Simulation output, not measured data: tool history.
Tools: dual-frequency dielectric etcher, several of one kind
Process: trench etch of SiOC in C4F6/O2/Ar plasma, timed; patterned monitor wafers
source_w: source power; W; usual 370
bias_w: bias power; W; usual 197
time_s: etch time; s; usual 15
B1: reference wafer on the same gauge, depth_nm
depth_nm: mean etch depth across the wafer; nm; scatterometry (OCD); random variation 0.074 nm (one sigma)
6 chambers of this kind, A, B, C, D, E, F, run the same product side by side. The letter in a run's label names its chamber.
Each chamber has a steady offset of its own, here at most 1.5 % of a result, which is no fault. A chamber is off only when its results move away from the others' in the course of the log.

Run 1E, hour 6.2: usual settings; B1 29.522. Result: depth_nm 31.001 nm.
Run 2C, hour 15.5: usual settings; B1 29.511. Result: depth_nm 31.061 nm.
Run 3A, hour 24.3: usual settings; B1 29.506. Result: depth_nm 31.532 nm.
Run 4F, hour 29.8: usual settings; B1 29.495. Result: depth_nm 31.436 nm.
Run 5D, hour 37.1: usual settings; B1 29.511. Result: depth_nm 31.131 nm.
Run 6B, hour 42.5: usual settings; B1 29.499. Result: depth_nm 31.073 nm.
Run 7E, hour 52.4: usual settings; B1 29.507. Result: depth_nm 30.987 nm.
Run 8C, hour 58.3: usual settings; B1 29.52. Result: depth_nm 31.125 nm.
Run 9F, hour 66.7: usual settings; B1 29.485. Result: depth_nm 31.477 nm.
Run 10A, hour 74.4: usual settings; B1 29.507. Result: depth_nm 31.556 nm.
Run 11B, hour 84.3: usual settings; B1 29.505. Result: depth_nm 31.049 nm.
Run 12D, hour 90.7: usual settings; B1 29.485. Result: depth_nm 31.007 nm.
Run 13C, hour 99.3: usual settings; B1 29.506. Result: depth_nm 31.21 nm.
Run 14B, hour 104.6: usual settings; B1 29.492. Result: depth_nm 30.975 nm.
Run 15D, hour 113.3: usual settings; B1 29.514. Result: depth_nm 31.091 nm.
Run 16F, hour 120.4: usual settings; B1 29.503. Result: depth_nm 31.347 nm.
Run 17E, hour 126.1: usual settings; B1 29.499. Result: depth_nm 31.052 nm.
Run 18A, hour 135.3: usual settings but bias_w 159 W; B1 29.505. Result: depth_nm 29.494 nm.
Run 19E, hour 145.5: usual settings but bias_w 159 W; B1 29.495. Result: depth_nm 29.025 nm.
Run 20D, hour 154.6: usual settings but bias_w 159 W; B1 29.524. Result: depth_nm 29.005 nm.
Run 21A, hour 164.3: usual settings but bias_w 159 W; B1 29.501. Result: depth_nm 29.345 nm.
Run 22F, hour 173.9: usual settings but bias_w 159 W; B1 29.507. Result: depth_nm 29.294 nm.
Run 23B, hour 184: usual settings but bias_w 159 W; B1 29.514. Result: depth_nm 28.909 nm.
Run 24C, hour 192.8: usual settings; B1 29.505. Result: depth_nm 31.044 nm.
Run 25A, hour 200.3: usual settings; B1 29.486. Result: depth_nm 31.554 nm.
At hour 204.1: chamber D: wet clean of the chamber.
Run 26D, hour 205: usual settings; B1 29.5. Result: depth_nm 31.288 nm.
Run 27C, hour 210: usual settings; B1 29.513. Result: depth_nm 31.079 nm.
At hour 214.5: chamber A: wet clean of the chamber.
Run 28E, hour 219.8: usual settings; B1 29.502. Result: depth_nm 30.864 nm.
At hour 220.5: chamber E: wet clean of the chamber.
Run 29F, hour 226.1: usual settings but source_w 320 W, bias_w 219 W; B1 29.501. Result: depth_nm 30.815 nm.
Run 30B, hour 234.6: usual settings but source_w 320 W, bias_w 219 W; B1 29.489. Result: depth_nm 30.296 nm.
Run 31C, hour 243.2: usual settings but source_w 320 W, bias_w 219 W; B1 29.513. Result: depth_nm 30.474 nm.
Run 32F, hour 253.4: usual settings but source_w 320 W, bias_w 219 W; B1 29.502. Result: depth_nm 30.862 nm.
Run 33A, hour 262.8: usual settings but source_w 320 W, bias_w 219 W; B1 29.496. Result: depth_nm 30.844 nm.
Run 34D, hour 267.8: usual settings but source_w 320 W, bias_w 219 W; B1 29.503. Result: depth_nm 30.403 nm.
Run 35E, hour 272.7: usual settings; B1 29.499. Result: depth_nm 31.147 nm.
Run 36B, hour 281: usual settings; B1 29.503. Result: depth_nm 31.037 nm.
Run 37C, hour 290: usual settings; B1 29.483. Result: depth_nm 31.05 nm.
Run 38B, hour 298.8: usual settings but source_w 340 W; B1 29.506. Result: depth_nm 30.025 nm.
Run 39E, hour 308.3: usual settings but source_w 340 W; B1 29.501. Result: depth_nm 29.962 nm.

All 6 chambers run these settings next. Forecast each chamber's results:
Run 40A, hour 315.8: usual settings. Result: depth_nm ?.
Run 40B, hour 315.8: usual settings. Result: depth_nm ?.
Run 40C, hour 315.8: usual settings. Result: depth_nm ?.
Run 40D, hour 315.8: usual settings. Result: depth_nm ?.
Run 40E, hour 315.8: usual settings. Result: depth_nm ?.
Run 40F, hour 315.8: usual settings. Result: depth_nm ?.

run  depth_nm
40A    31.551
40B    31.052
40C    31.065
40D    31.009
40E    30.978
40F    31.506

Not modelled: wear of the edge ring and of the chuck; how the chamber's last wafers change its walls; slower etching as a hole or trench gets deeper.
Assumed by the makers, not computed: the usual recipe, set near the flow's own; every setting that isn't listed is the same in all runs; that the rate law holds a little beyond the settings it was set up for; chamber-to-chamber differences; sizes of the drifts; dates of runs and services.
